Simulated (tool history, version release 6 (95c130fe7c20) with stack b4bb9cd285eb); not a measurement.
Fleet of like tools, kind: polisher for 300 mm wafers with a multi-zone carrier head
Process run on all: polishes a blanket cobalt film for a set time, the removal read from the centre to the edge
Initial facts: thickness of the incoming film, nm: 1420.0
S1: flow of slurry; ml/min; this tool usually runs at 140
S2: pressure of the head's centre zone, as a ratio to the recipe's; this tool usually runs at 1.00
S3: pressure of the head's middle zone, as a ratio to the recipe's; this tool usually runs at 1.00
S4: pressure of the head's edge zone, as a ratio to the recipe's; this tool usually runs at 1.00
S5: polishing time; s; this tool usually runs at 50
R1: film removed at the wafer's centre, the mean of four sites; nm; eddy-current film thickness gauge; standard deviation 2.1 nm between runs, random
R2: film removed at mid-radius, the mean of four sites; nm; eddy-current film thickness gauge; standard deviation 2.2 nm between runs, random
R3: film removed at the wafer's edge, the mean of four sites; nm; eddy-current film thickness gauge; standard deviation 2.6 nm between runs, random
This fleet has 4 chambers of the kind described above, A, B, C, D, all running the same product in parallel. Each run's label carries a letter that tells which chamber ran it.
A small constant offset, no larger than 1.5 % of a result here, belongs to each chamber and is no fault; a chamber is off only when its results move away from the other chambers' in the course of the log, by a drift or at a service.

run   hour   S1    S2    S3    S4  S5      R1      R2      R3
 1B   10.9  140  1.00  1.00  1.00  50  243.89  247.10  252.01
 2A   23.4  140  1.00  1.00  1.00  50  250.66  246.92  250.32
      30.1  -- chamber B: centre zone pressure recalibrated
 3D   32.5  140  1.00  1.00  1.00  50  248.38  249.36  246.59
      33.8  -- chamber D: worn pad replaced by a new one
 4C   38.9  140  1.00  1.00  1.00  50  253.94  250.12  251.71
      45.8  -- chamber A: worn pad replaced by a new one
 5A   47.4  140  1.00  1.00  1.06  50  253.45  247.56  254.91
 6C   58.7  140  1.00  1.00  1.06  50  248.73  250.17  259.78
      59.4  -- chamber C: worn pad replaced by a new one
 7B   66.2  140  1.00  1.00  1.06  50  248.81  244.34  256.64
 8D   75.3  140  1.00  1.00  1.06  50  250.28  246.15  256.43
 9D   81.7  140  1.00  1.00  1.00  50  249.26  246.86  248.35
      88.4  -- chamber B: worn pad replaced by a new one
10A   92.7  140  1.00  1.00  1.00  50  251.37  247.05  254.58
     101.2  -- chamber A: edge zone pressure recalibrated
11B  104.6  140  1.00  1.00  1.00  50  249.53  249.14  252.98
12C  116.7  140  1.00  1.00  1.00  50  253.25  249.19  247.40
     123.4  -- chamber B: edge zone pressure recalibrated
13D  125.0  140  1.00  1.00  1.00  50  240.91  241.70  245.32
     129.0  -- chamber C: slurry nozzle cleaned
14B  135.4  140  1.00  1.00  1.00  50  248.07  247.71  249.09
15C  145.1  140  1.00  1.00  1.00  50  250.35  248.12  249.79
16A  155.7  105  1.09  1.00  1.00  50  258.31  228.53  235.57
     158.4  -- chamber C: worn pad replaced by a new one
     166.3  -- chamber D: worn pad replaced by a new one
17B  167.7  105  1.09  1.00  1.00  50  254.39  229.69  240.26
18C  173.8  105  1.09  1.00  1.00  50  254.51  236.61  238.44
19D  184.5  105  1.09  1.00  1.00  50  233.95  219.27  228.17
     196.8  -- chamber D: centre zone pressure recalibrated
20A  196.9  140  1.00  0.95  1.00  41  208.12  195.52  205.54
21D  205.5  140  1.00  0.95  1.00  41  196.37  184.67  199.74
     210.5  -- chamber A: worn pad replaced by a new one
22A  212.0  140  1.00  0.95  1.00  41  207.00  196.46  200.54
23C  224.0  140  1.00  0.95  1.00  41  204.26  198.55  205.81
24B  234.4  140  1.00  1.00  1.00  50  247.85  246.91  251.80
25A  243.9  140  1.00  1.00  1.00  50  249.79  245.70  248.78
26D  253.9  140  1.00  1.00  1.00  50  228.22  234.62  239.00
27B  259.6  140  1.00  1.00  1.00  50  245.62  244.99  245.38
     264.2  -- chamber B: worn pad replaced by a new one
28C  266.5  140  1.00  1.00  1.00  50  249.11  246.66  250.55
     270.1  -- chamber C: worn pad replaced by a new one
29D  274.5  140  1.00  1.00  1.00  50  231.83  227.17  239.21
30C  282.1  140  1.00  1.00  1.00  50  253.32  251.24  248.63
31B  287.9  140  1.00  1.00  1.00  50  252.34  245.69  247.46
32A  294.9  140  1.00  1.00  1.00  50  246.83  246.30  250.24
33A  301.1  140  1.00  1.00  1.00  36  180.62  181.20  180.90
34C  310.3  140  1.00  1.00  1.00  36  180.62  181.83  179.65
35D  319.1  140  1.00  1.00  1.00  36  160.69  162.28  167.64
     326.4  -- chamber B: centre zone pressure recalibrated
36B  327.7  140  1.00  1.00  1.00  36  179.10  177.28  181.06

Each of the 4 chambers runs these same settings next. Fill in every chamber's results:
37A  336.8  140  1.00  1.00  0.94  50   ?   ?   ?
37B  336.8  140  1.00  1.00  0.94  50   ?   ?   ?
37C  336.8  140  1.00  1.00  0.94  50   ?   ?   ?
37D  336.8  140  1.00  1.00  0.94  50   ?   ?   ?

run      R1      R2      R3
37A  255.44  246.48  240.64
37B  245.48  246.56  244.30
37C  252.67  251.45  241.75
37D  218.90  223.23  222.64
